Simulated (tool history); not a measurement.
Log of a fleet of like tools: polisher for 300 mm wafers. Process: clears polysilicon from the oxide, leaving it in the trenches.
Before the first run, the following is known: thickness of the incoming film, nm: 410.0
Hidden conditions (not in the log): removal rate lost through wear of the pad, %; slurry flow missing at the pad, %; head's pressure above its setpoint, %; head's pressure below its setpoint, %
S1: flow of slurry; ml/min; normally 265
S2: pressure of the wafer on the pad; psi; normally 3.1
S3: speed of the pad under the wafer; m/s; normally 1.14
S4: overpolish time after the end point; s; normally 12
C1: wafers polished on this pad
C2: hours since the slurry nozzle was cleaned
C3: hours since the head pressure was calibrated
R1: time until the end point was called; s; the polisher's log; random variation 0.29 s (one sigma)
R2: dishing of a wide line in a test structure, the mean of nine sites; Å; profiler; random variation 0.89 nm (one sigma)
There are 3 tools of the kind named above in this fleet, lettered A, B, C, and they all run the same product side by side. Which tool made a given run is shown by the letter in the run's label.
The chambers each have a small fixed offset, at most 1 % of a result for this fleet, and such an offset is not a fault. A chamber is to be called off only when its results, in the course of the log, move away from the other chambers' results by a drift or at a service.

run	hour	S1	S2	S3	S4	C1	C2	C3	R1	R2
# hour 3.1: chamber C: worn pad replaced by a new one
1A	5.8	265	3.1	1.14	12	384	152.1	578.9	22.925	645.51
2B	14.8	265	3.1	1.14	12	246	386.7	642.1	23.25	635.54
3C	23.3	265	3.1	1.14	12	240	564.9	486.2	23.015	638.39
4A	29.7	265	3.1	1.14	12	668	176	602.8	23.535	629.41
5C	37.7	265	3.1	1.14	12	411	579.3	500.6	23.061	636.66
# hour 39.6: chamber B: worn pad replaced by a new one
6B	46.9	205	2	1.14	12	87	418.8	674.2	36.302	573.45
7A	51.8	205	2	1.14	12	931	198.1	624.9	36.811	582.24
# hour 54.8: chamber C: worn pad replaced by a new one
# hour 55.7: chamber C: head pressure recalibrated
8C	60.8	205	2	1.14	12	71	602.4	5.1	36.745	577.09
9B	66.7	265	3.1	1.14	12	322	438.6	694	22.767	649.14
10C	75.3	265	3.1	1.14	12	243	616.9	19.6	23.766	642.43
11B	81.3	265	3.1	1.14	12	496	453.2	708.6	23.513	634.87
# hour 81.9: chamber B: worn pad replaced by a new one
12A	85.8	265	3.1	1.14	12	1335	232.1	658.9	24.123	646.18
# hour 89.5: chamber B: head pressure recalibrated
13A	92.7	265	3.1	1.14	12	1417	239	665.8	23.972	641.07
14C	98.3	265	3.1	1.14	12	517	639.9	42.6	22.871	636.81
# hour 102.2: chamber C: worn pad replaced by a new one
15B	103.6	265	3.1	1.14	12	258	475.5	14.1	22.438	642
16A	108.7	265	3.1	1.14	12	1607	255	681.8	24.518	634.69
17C	114.5	265	3.1	1.14	12	146	656.1	58.8	23.031	646.08
18B	120.6	265	3.1	1.14	12	460	492.5	31.1	22.799	643.7
19B	127.9	265	3.1	1.14	12	547	499.8	38.4	23.066	639.25
20C	132.7	265	3.1	1.14	12	362	674.3	77	23.445	631.77
# hour 136.9: chamber B: worn pad replaced by a new one
21A	137.5	265	3.1	1.14	12	1949	283.8	710.6	24.54	636.39
22B	145.3	265	3.1	1.14	12	100	517.2	55.8	23.308	642.48
23A	152.8	265	3.1	1.14	12	2131	299.1	725.9	25.042	638.07
# hour 154.4: chamber C: worn pad replaced by a new one
24C	157.1	265	3.1	1.14	12	32	698.7	101.4	22.71	627.04
25C	165	265	3.1	1.14	12	126	706.6	109.3	23.23	636.71
26B	170	265	3.1	1.14	12	393	541.9	80.5	23.434	648.2
# hour 170.6: chamber C: slurry nozzle cleaned
27A	175.5	265	3.1	1.14	12	2401	321.8	748.6	25.252	621.08
28B	181.6	265	3.1	1.14	12	531	553.5	92.1	23.015	621.1
# hour 183.4: chamber B: worn pad replaced by a new one
29C	189.3	265	3.1	1.14	12	415	18.8	133.6	22.796	639.03
30A	198.2	265	3.1	1.14	12	2671	344.5	771.3	24.809	622.97
# hour 203.3: chamber C: worn pad replaced by a new one
31C	204.2	265	3.1	1.14	12	11	33.7	148.5	23.202	645.59
32B	210.4	265	3.1	1.14	12	321	582.3	120.9	23.111	634.01
33A	219.1	265	3.1	1.14	12	2919	365.4	792.2	25.782	628.56
# hour 225.8: chamber B: worn pad replaced by a new one
34C	225.9	265	3.1	1.14	12	269	55.4	170.2	22.627	638.76
35A	233.7	325	3.1	1.32	12	3093	380	806.8	21.47	657.38
36B	239.4	325	3.1	1.32	12	162	611.3	149.9	19.343	645.74
37C	244	325	3.1	1.32	12	484	73.5	188.3	19.275	648.69

Does one chamber stand apart from the rest, does the shared gauge drift, or is all well apart from small per-chamber offsets? Give the chamber and the most likely cause, where there is one.

Little by little, chamber A moves away from the other chambers.
Cause: removal rate lost through wear of the pad, % = 11.9.
It could be hard to tell apart here from: head's pressure below its setpoint, %.

Chamber A could run next with any of the 4 candidate recipes listed below; each alters the usual settings, and their results appear as question marks. Which one brings its results back in line with what the other chambers deliver on the usual settings?
Counts as in line when no further than this from what the other chambers average on the usual settings: R1 1 s; R2 31 Å
38A-1	250.6	265	2.9	1.06	12				?	?
38A-2	250.6	260	2.7	1	13				?	?
38A-3	250.6	265	3.3	1.22	12				?	?
38A-4	250.6	270	3.5	1.3	11				?	?

Usual-settings mean across the other chambers: R1 23.012 s; R2 638.76 Å
run	R1	R2
38A-1	29.97	609.26
38A-2	34.162	601.71
38A-3	22.906	640.35
38A-4	20.238	643.48
With 38A-3, the chamber falls back in line with the rest.
